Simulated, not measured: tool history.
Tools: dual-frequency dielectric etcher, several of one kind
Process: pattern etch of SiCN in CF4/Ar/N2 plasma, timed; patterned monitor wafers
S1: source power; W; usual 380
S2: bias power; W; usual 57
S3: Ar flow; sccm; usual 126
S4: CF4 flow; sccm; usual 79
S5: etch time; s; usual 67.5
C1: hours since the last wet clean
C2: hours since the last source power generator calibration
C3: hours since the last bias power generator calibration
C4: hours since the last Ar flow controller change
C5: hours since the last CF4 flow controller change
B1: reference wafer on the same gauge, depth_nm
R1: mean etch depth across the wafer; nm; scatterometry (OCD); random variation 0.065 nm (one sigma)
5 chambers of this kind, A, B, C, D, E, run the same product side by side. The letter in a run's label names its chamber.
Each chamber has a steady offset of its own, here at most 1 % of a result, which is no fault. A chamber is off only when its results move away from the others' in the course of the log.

-- hour=7.2 chamber B: wet clean of the chamber
run 1D hour=8.5 | S1=380 S2=57 S3=126 S4=79 S5=67.5 | C1=17 C2=3539.5 C3=785.4 C4=1395.4 C5=3346.4 | B1=51.916 | R1=45.831
run 2A hour=13.2 | S1=380 S2=57 S3=126 S4=79 S5=67.5 | C1=145.7 C2=1786.5 C3=1407.8 C4=2588.3 C5=47.6 | B1=51.922 | R1=45.264
run 3C hour=22.7 | S1=380 S2=57 S3=126 S4=79 S5=67.5 | C1=121.6 C2=789.2 C3=644.5 C4=2971.7 C5=3954.7 | B1=51.918 | R1=45.123
run 4E hour=30.7 | S1=380 S2=57 S3=126 S4=79 S5=67.5 | C1=326.4 C2=2987 C3=1328.8 C4=1224 C5=2574.8 | B1=51.934 | R1=45.974
run 5B hour=37 | S1=380 S2=57 S3=126 S4=79 S5=67.5 | C1=29.8 C2=1064.9 C3=1506.3 C4=1840.1 C5=2986.8 | B1=51.962 | R1=45.426
run 6B hour=46 | S1=450 S2=48 S3=126 S4=79 S5=67.5 | C1=38.8 C2=1073.9 C3=1515.3 C4=1849.1 C5=2995.8 | B1=51.962 | R1=49.908
run 7C hour=51.4 | S1=450 S2=48 S3=126 S4=79 S5=67.5 | C1=150.3 C2=817.9 C3=673.2 C4=3000.4 C5=3983.4 | B1=51.959 | R1=49.558
run 8A hour=57.1 | S1=450 S2=48 S3=126 S4=79 S5=67.5 | C1=189.6 C2=1830.4 C3=1451.7 C4=2632.2 C5=91.5 | B1=51.963 | R1=49.429
-- hour=59.5 chamber A: source power generator calibrated
run 9E hour=63 | S1=450 S2=48 S3=126 S4=79 S5=67.5 | C1=358.7 C2=3019.3 C3=1361.1 C4=1256.3 C5=2607.1 | B1=51.961 | R1=50.415
run 10D hour=73.4 | S1=450 S2=48 S3=126 S4=79 S5=67.5 | C1=81.9 C2=3604.4 C3=850.3 C4=1460.3 C5=3411.3 | B1=51.971 | R1=50.181
run 11D hour=78.6 | S1=380 S2=57 S3=126 S4=79 S5=67.5 | C1=87.1 C2=3609.6 C3=855.5 C4=1465.5 C5=3416.5 | B1=51.976 | R1=45.824
run 12A hour=86.4 | S1=380 S2=57 S3=126 S4=79 S5=67.5 | C1=218.9 C2=26.9 C3=1481 C4=2661.5 C5=120.8 | B1=51.978 | R1=45.236
run 13C hour=91.9 | S1=380 S2=57 S3=126 S4=79 S5=76 | C1=190.8 C2=858.4 C3=713.7 C4=3040.9 C5=4023.9 | B1=52.012 | R1=50.94
run 14E hour=98.7 | S1=380 S2=57 S3=126 S4=79 S5=76 | C1=394.4 C2=3055 C3=1396.8 C4=1292 C5=2642.8 | B1=52.007 | R1=51.889
run 15B hour=107.5 | S1=380 S2=57 S3=126 S4=79 S5=76 | C1=100.3 C2=1135.4 C3=1576.8 C4=1910.6 C5=3057.3 | B1=52.003 | R1=51.199
run 16B hour=117.7 | S1=380 S2=57 S3=126 S4=79 S5=76 | C1=110.5 C2=1145.6 C3=1587 C4=1920.8 C5=3067.5 | B1=52.041 | R1=51.246
run 17E hour=124.6 | S1=380 S2=57 S3=126 S4=79 S5=76 | C1=420.3 C2=3080.9 C3=1422.7 C4=1317.9 C5=2668.7 | B1=52.015 | R1=51.656
run 18A hour=134.7 | S1=380 S2=57 S3=126 S4=79 S5=67.5 | C1=267.2 C2=75.2 C3=1529.3 C4=2709.8 C5=169.1 | B1=52.026 | R1=45.216
run 19C hour=141.6 | S1=380 S2=57 S3=126 S4=79 S5=67.5 | C1=240.5 C2=908.1 C3=763.4 C4=3090.6 C5=4073.6 | B1=52.04 | R1=45.216
run 20D hour=147 | S1=380 S2=57 S3=126 S4=79 S5=67.5 | C1=155.5 C2=3678 C3=923.9 C4=1533.9 C5=3484.9 | B1=52.066 | R1=45.874
-- hour=153.5 chamber D: source power generator calibrated
run 21E hour=157.5 | S1=380 S2=57 S3=126 S4=79 S5=67.5 | C1=453.2 C2=3113.8 C3=1455.6 C4=1350.8 C5=2701.6 | B1=52.065 | R1=45.99
run 22B hour=167.7 | S1=380 S2=57 S3=126 S4=79 S5=67.5 | C1=160.5 C2=1195.6 C3=1637 C4=1970.8 C5=3117.5 | B1=52.099 | R1=45.571
run 23D hour=172.3 | S1=380 S2=57 S3=126 S4=79 S5=67.5 | C1=180.8 C2=18.9 C3=949.2 C4=1559.2 C5=3510.2 | B1=52.093 | R1=46.024
-- hour=173 chamber E: wet clean of the chamber
run 24C hour=177.3 | S1=380 S2=57 S3=126 S4=79 S5=67.5 | C1=276.2 C2=943.8 C3=799.1 C4=3126.3 C5=4109.3 | B1=52.091 | R1=45.358
run 25A hour=187.6 | S1=380 S2=57 S3=126 S4=79 S5=67.5 | C1=320.1 C2=128.1 C3=1582.2 C4=2762.7 C5=222 | B1=52.071 | R1=45.208
run 26B hour=194 | S1=380 S2=57 S3=126 S4=79 S5=67.5 | C1=186.8 C2=1221.9 C3=1663.3 C4=1997.1 C5=3143.8 | B1=52.113 | R1=45.666
run 27E hour=200 | S1=380 S2=57 S3=126 S4=79 S5=67.5 | C1=27 C2=3156.3 C3=1498.1 C4=1393.3 C5=2744.1 | B1=52.115 | R1=46.225
run 28A hour=209.1 | S1=380 S2=57 S3=126 S4=60 S5=55.5 | C1=341.6 C2=149.6 C3=1603.7 C4=2784.2 C5=243.5 | B1=52.114 | R1=35.492
-- hour=211.6 chamber E: CF4 flow controller replaced
run 29D hour=217.3 | S1=380 S2=57 S3=126 S4=60 S5=55.5 | C1=225.8 C2=63.9 C3=994.2 C4=1604.2 C5=3555.2 | B1=52.125 | R1=36.117
run 30C hour=222.6 | S1=380 S2=57 S3=126 S4=60 S5=55.5 | C1=321.5 C2=989.1 C3=844.4 C4=3171.6 C5=4154.6 | B1=52.122 | R1=35.675
run 31C hour=229.5 | S1=380 S2=57 S3=126 S4=60 S5=55.5 | C1=328.4 C2=996 C3=851.3 C4=3178.5 C5=4161.5 | B1=52.135 | R1=35.547
run 32D hour=235.4 | S1=380 S2=57 S3=126 S4=60 S5=55.5 | C1=243.9 C2=82 C3=1012.3 C4=1622.3 C5=3573.3 | B1=52.142 | R1=36.001
-- hour=241.5 chamber A: wet clean of the chamber
run 33B hour=244.9 | S1=380 S2=57 S3=126 S4=79 S5=67.5 | C1=237.7 C2=1272.8 C3=1714.2 C4=2048 C5=3194.7 | B1=52.142 | R1=45.696
run 34A hour=250.5 | S1=440 S2=57 S3=126 S4=85 S5=67.5 | C1=9.1 C2=191 C3=1645.1 C4=2825.6 C5=284.9 | B1=52.164 | R1=52.112
run 35E hour=256.2 | S1=440 S2=57 S3=126 S4=85 S5=67.5 | C1=83.2 C2=3212.5 C3=1554.3 C4=1449.5 C5=44.7 | B1=52.185 | R1=53.127
run 36A hour=263.6 | S1=440 S2=57 S3=126 S4=85 S5=67.5 | C1=22.2 C2=204.1 C3=1658.2 C4=2838.7 C5=298 | B1=52.146 | R1=52.151
run 37B hour=268.7 | S1=440 S2=57 S3=126 S4=85 S5=67.5 | C1=261.5 C2=1296.6 C3=1738 C4=2071.8 C5=3218.5 | B1=52.19 | R1=52.783
run 38C hour=278.3 | S1=440 S2=57 S3=126 S4=85 S5=67.5 | C1=377.2 C2=1044.8 C3=900.1 C4=3227.3 C5=4210.3 | B1=52.18 | R1=52.331
run 39E hour=287.1 | S1=380 S2=57 S3=126 S4=79 S5=67.5 | C1=114.1 C2=3243.4 C3=1585.2 C4=1480.4 C5=75.6 | B1=52.177 | R1=46.15

All 5 chambers run these settings next. Forecast each chamber's results:
run 40A hour=294.6 | S1=380 S2=57 S3=126 S4=79 S5=67.5 | R1=?
run 40B hour=294.6 | S1=380 S2=57 S3=126 S4=79 S5=67.5 | R1=?
run 40C hour=294.6 | S1=380 S2=57 S3=126 S4=79 S5=67.5 | R1=?
run 40D hour=294.6 | S1=380 S2=57 S3=126 S4=79 S5=67.5 | R1=?
run 40E hour=294.6 | S1=380 S2=57 S3=126 S4=79 S5=67.5 | R1=?

run=40A R1=45.309
run=40B R1=45.659
run=40C R1=45.529
run=40D R1=46.007
run=40E R1=46.17
